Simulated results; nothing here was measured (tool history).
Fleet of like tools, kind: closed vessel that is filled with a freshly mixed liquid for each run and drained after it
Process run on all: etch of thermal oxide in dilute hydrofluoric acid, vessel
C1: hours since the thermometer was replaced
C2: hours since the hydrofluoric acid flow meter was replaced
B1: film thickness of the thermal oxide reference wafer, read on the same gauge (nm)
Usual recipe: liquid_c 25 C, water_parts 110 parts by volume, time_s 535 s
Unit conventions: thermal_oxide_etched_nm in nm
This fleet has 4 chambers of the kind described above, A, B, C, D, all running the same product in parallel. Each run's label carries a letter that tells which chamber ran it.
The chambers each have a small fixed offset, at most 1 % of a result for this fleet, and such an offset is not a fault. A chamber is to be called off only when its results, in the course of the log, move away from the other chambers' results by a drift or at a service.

-- day=0.150 chamber A: thermometer replaced
run 1C day=0.325 | liquid_c=25 water_parts=110 time_s=535 | C1=1556.2 C2=509.2 | B1=90.013 | thermal_oxide_etched_nm=23.421
run 2A day=0.750 | liquid_c=25 water_parts=110 time_s=535 | C1=14.5 C2=456.1 | B1=89.976 | thermal_oxide_etched_nm=23.132
run 3B day=1.029 | liquid_c=25 water_parts=110 time_s=535 | C1=2118.2 C2=223.0 | B1=89.951 | thermal_oxide_etched_nm=23.239
run 4D day=1.362 | liquid_c=25 water_parts=110 time_s=535 | C1=62.3 C2=376.1 | B1=90.028 | thermal_oxide_etched_nm=23.442
run 5B day=1.579 | liquid_c=25 water_parts=110 time_s=810 | C1=2131.4 C2=236.2 | B1=90.018 | thermal_oxide_etched_nm=35.258
run 6D day=2.012 | liquid_c=25 water_parts=110 time_s=810 | C1=77.9 C2=391.7 | B1=89.976 | thermal_oxide_etched_nm=35.368
run 7A day=2.325 | liquid_c=25 water_parts=110 time_s=810 | C1=52.3 C2=493.9 | B1=90.010 | thermal_oxide_etched_nm=35.076
run 8C day=2.575 | liquid_c=25 water_parts=110 time_s=810 | C1=1610.2 C2=563.2 | B1=89.958 | thermal_oxide_etched_nm=35.450
run 9D day=2.938 | liquid_c=25 water_parts=110 time_s=535 | C1=100.1 C2=413.9 | B1=90.015 | thermal_oxide_etched_nm=23.112
run 10A day=3.204 | liquid_c=25 water_parts=110 time_s=535 | C1=73.4 C2=515.0 | B1=90.044 | thermal_oxide_etched_nm=23.161
run 11B day=3.496 | liquid_c=29 water_parts=110 time_s=535 | C1=2177.4 C2=282.2 | B1=89.993 | thermal_oxide_etched_nm=27.243
run 12C day=3.725 | liquid_c=29 water_parts=110 time_s=535 | C1=1637.8 C2=590.8 | B1=89.974 | thermal_oxide_etched_nm=27.040
run 13A day=4.150 | liquid_c=29 water_parts=110 time_s=535 | C1=96.1 C2=537.7 | B1=90.011 | thermal_oxide_etched_nm=26.993
run 14D day=4.450 | liquid_c=29 water_parts=110 time_s=535 | C1=136.4 C2=450.2 | B1=90.023 | thermal_oxide_etched_nm=27.277
run 15C day=4.867 | liquid_c=25 water_parts=110 time_s=535 | C1=1665.2 C2=618.2 | B1=90.024 | thermal_oxide_etched_nm=23.252
run 16B day=5.283 | liquid_c=25 water_parts=110 time_s=535 | C1=2220.3 C2=325.1 | B1=89.960 | thermal_oxide_etched_nm=22.953
run 17C day=5.583 | liquid_c=25 water_parts=110 time_s=535 | C1=1682.4 C2=635.4 | B1=89.986 | thermal_oxide_etched_nm=23.340
run 18D day=6.021 | liquid_c=25 water_parts=110 time_s=535 | C1=174.1 C2=487.9 | B1=90.026 | thermal_oxide_etched_nm=23.364
-- day=6.371 chamber B: thermometer replaced
run 19A day=6.425 | liquid_c=25 water_parts=110 time_s=535 | C1=150.7 C2=592.3 | B1=90.039 | thermal_oxide_etched_nm=23.380
run 20B day=6.833 | liquid_c=25 water_parts=110 time_s=535 | C1=11.2 C2=362.3 | B1=89.979 | thermal_oxide_etched_nm=22.702
run 21D day=7.233 | liquid_c=25 water_parts=110 time_s=535 | C1=203.2 C2=517.0 | B1=90.073 | thermal_oxide_etched_nm=23.262
run 22A day=7.617 | liquid_c=25 water_parts=110 time_s=535 | C1=179.3 C2=620.9 | B1=89.974 | thermal_oxide_etched_nm=23.167
run 23C day=7.983 | liquid_c=25 water_parts=110 time_s=535 | C1=1740.0 C2=693.0 | B1=90.021 | thermal_oxide_etched_nm=23.437
run 24B day=8.329 | liquid_c=25 water_parts=110 time_s=535 | C1=47.1 C2=398.2 | B1=90.039 | thermal_oxide_etched_nm=22.470
run 25C day=8.712 | liquid_c=25 water_parts=110 time_s=535 | C1=1757.5 C2=710.5 | B1=89.974 | thermal_oxide_etched_nm=23.368
run 26A day=8.946 | liquid_c=25 water_parts=110 time_s=535 | C1=211.2 C2=652.8 | B1=90.027 | thermal_oxide_etched_nm=23.197

The same settings go to every chamber for the next run, one line per chamber below. Forecast the results for each:
run 27A day=9.262 | liquid_c=25 water_parts=110 time_s=535 | thermal_oxide_etched_nm=?
run 27B day=9.262 | liquid_c=25 water_parts=110 time_s=535 | thermal_oxide_etched_nm=?
run 27C day=9.262 | liquid_c=25 water_parts=110 time_s=535 | thermal_oxide_etched_nm=?
run 27D day=9.262 | liquid_c=25 water_parts=110 time_s=535 | thermal_oxide_etched_nm=?

run=27A thermal_oxide_etched_nm=23.343
run=27B thermal_oxide_etched_nm=22.272
run=27C thermal_oxide_etched_nm=23.424
run=27D thermal_oxide_etched_nm=23.290
